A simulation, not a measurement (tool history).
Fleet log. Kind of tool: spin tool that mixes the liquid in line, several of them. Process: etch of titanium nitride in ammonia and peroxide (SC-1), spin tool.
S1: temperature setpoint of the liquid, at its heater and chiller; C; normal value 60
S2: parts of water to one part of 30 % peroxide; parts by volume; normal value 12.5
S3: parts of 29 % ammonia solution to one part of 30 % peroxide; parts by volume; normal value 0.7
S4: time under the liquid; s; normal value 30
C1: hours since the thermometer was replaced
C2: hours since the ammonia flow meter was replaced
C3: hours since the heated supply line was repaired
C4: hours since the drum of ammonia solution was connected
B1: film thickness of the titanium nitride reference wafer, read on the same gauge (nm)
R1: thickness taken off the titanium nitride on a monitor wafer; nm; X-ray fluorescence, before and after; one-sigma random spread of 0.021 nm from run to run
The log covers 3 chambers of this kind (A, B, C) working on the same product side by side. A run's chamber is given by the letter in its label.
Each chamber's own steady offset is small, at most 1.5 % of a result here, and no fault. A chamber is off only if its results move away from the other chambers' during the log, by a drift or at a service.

run,day,S1,S2,S3,S4,C1,C2,C3,C4,B1,R1
1A,0.133,60,12.5,0.7,30,451.1,419.5,1471,71.3,99.947,4.7832
2C,0.338,60,12.5,0.7,30,326.6,436.4,1060.1,54.6,99.988,4.8575
3B,0.558,60,12.5,0.7,30,52.7,894.3,1018.8,41.5,100.01,4.8235
4B,0.696,60,12.5,0.7,30,56,897.6,1022.1,44.8,99.984,4.8088
5C,0.962,60,12.5,0.7,30,341.6,451.4,1075.1,69.6,100.02,4.848
6A,1.171,60,12.5,0.7,30,476,444.4,1495.9,96.2,100.01,4.7836
7A,1.4,60,12.5,0.7,30,481.5,449.9,1501.4,101.7,100.02,4.7518
8B,1.596,60,12.5,0.7,30,77.6,919.2,1043.7,66.4,100,4.8
9C,1.883,60,12.5,0.7,30,363.7,473.5,1097.2,91.7,99.969,4.8371
10C,2.167,60,12.5,0.7,30,370.5,480.3,1104,98.5,99.99,4.8305
11B,2.425,60,12.5,0.7,30,97.5,939.1,1063.6,86.3,100.02,4.7821
12A,2.604,60,12.5,0.7,30,510.4,478.8,1530.3,130.6,100.01,4.7909
# day 2.812: chamber C: heated supply line repaired
13C,2.888,60,12.5,0.7,30,387.8,497.6,1.8,115.8,100.02,4.8057
14A,3.083,60,12.5,0.7,30,521.9,490.3,1541.8,142.1,99.969,4.7455
15B,3.312,60,12.5,0.7,30,118.8,960.4,1084.9,107.6,99.986,4.7728
16B,3.488,60,12.5,0.7,30,123,964.6,1089.1,111.8,100.03,4.7632
17C,3.733,60,12.5,0.7,45,408.1,517.9,22.1,136.1,100.02,7.2527
18A,3.883,60,12.5,0.7,45,541.1,509.5,1561,161.3,99.989,7.1614
19B,4.058,60,12.5,0.7,45,136.7,978.3,1102.8,125.5,100.01,7.124
20A,4.296,60,12.5,0.7,30,551,519.4,1570.9,171.2,99.977,4.7793
21C,4.588,60,12.5,0.7,30,428.6,538.4,42.6,156.6,100.01,4.8137
22A,4.842,60,12.5,0.7,30,564.1,532.5,1584,184.3,100,4.7672
23B,5.104,60,12.5,0.7,30,161.8,1003.4,1127.9,150.6,99.989,4.7418
24C,5.35,60,12.5,0.7,30,446.9,556.7,60.9,174.9,100.01,4.8437
25B,5.592,60,12.5,0.7,30,173.5,1015.1,1139.6,162.3,99.995,4.7423
26A,5.725,60,12.5,0.7,30,585.3,553.7,1605.2,205.5,100.01,4.7861
27C,5.888,60,12.5,0.7,30,459.8,569.6,73.8,187.8,99.998,4.8305
28A,6.112,60,12.5,0.7,30,594.6,563,1614.5,214.8,99.946,4.7632
29B,6.267,60,12.5,0.7,30,189.7,1031.3,1155.8,178.5,99.986,4.6979
30C,6.488,60,12.5,0.7,30,474.2,584,88.2,202.2,99.996,4.8311
31B,6.775,60,12.5,0.7,30,201.9,1043.5,1168,190.7,100.02,4.681
32C,6.962,60,12.5,0.7,30,485.6,595.4,99.6,213.6,99.991,4.8318
33A,7.238,60,12.5,0.7,30,621.6,590,1641.5,241.8,100.01,4.7682
34B,7.4,60,12.5,0.7,30,216.9,1058.5,1183,205.7,99.983,4.6731
35A,7.65,60,12.5,0.7,30,631.5,599.9,1651.4,251.7,99.995,4.7872
36C,7.921,60,12.5,0.7,30,508.6,618.4,122.6,236.6,99.993,4.861
37A,8.196,60,12.5,0.7,30,644.6,613,1664.5,264.8,100.01,4.7537
38B,8.492,60,12.5,0.4,30,243.1,1084.7,1209.2,231.9,99.979,4.2152
39C,8.679,60,12.5,0.4,30,526.8,636.6,140.8,254.8,100.01,4.3884
40C,8.879,60,12.5,0.4,30,531.6,641.4,145.6,259.6,99.994,4.3872
41A,9.121,60,12.5,0.7,30,666.8,635.2,1686.7,287,100,4.7808
42B,9.388,60,12.5,0.7,30,264.6,1106.2,1230.7,253.4,99.951,4.6033
43B,9.617,60,12.5,0.7,30,270.1,1111.7,1236.2,258.9,99.998,4.6042

Which is it: a chamber that has drifted or been left off by a service, a gauge drift common to all chambers, or only each chamber's usual small offset? If a chamber is off, name it and its likeliest cause.

One chamber, B, drifts off from the rest bit by bit.
Likeliest cause: temperature lost on the way to the wafer (K) = 0.609.
The log may not tell that from: liquid colder than its thermometer reads (K).

Here are 4 candidates for chamber B's next run, each the usual settings with a change, their results left as question marks. Which one brings its results back in line with what the others give on the usual settings?
In line means no further than this from the other chambers' mean on the usual settings: R1 0.075 nm
44B-1,9.838,60,12.5,0.75,30,,,,,,?
44B-2,9.838,60,13.5,0.7,30,,,,,,?
44B-3,9.838,60,11.5,0.7,30,,,,,,?
44B-4,9.838,60,12.5,0.65,30,,,,,,?

The other chambers' mean on the usual settings: R1 4.8058 nm
run,R1
44B-1,4.6724
44B-2,4.4354
44B-3,4.821
44B-4,4.5586
44B-3 puts the chamber back in line with the other chambers.
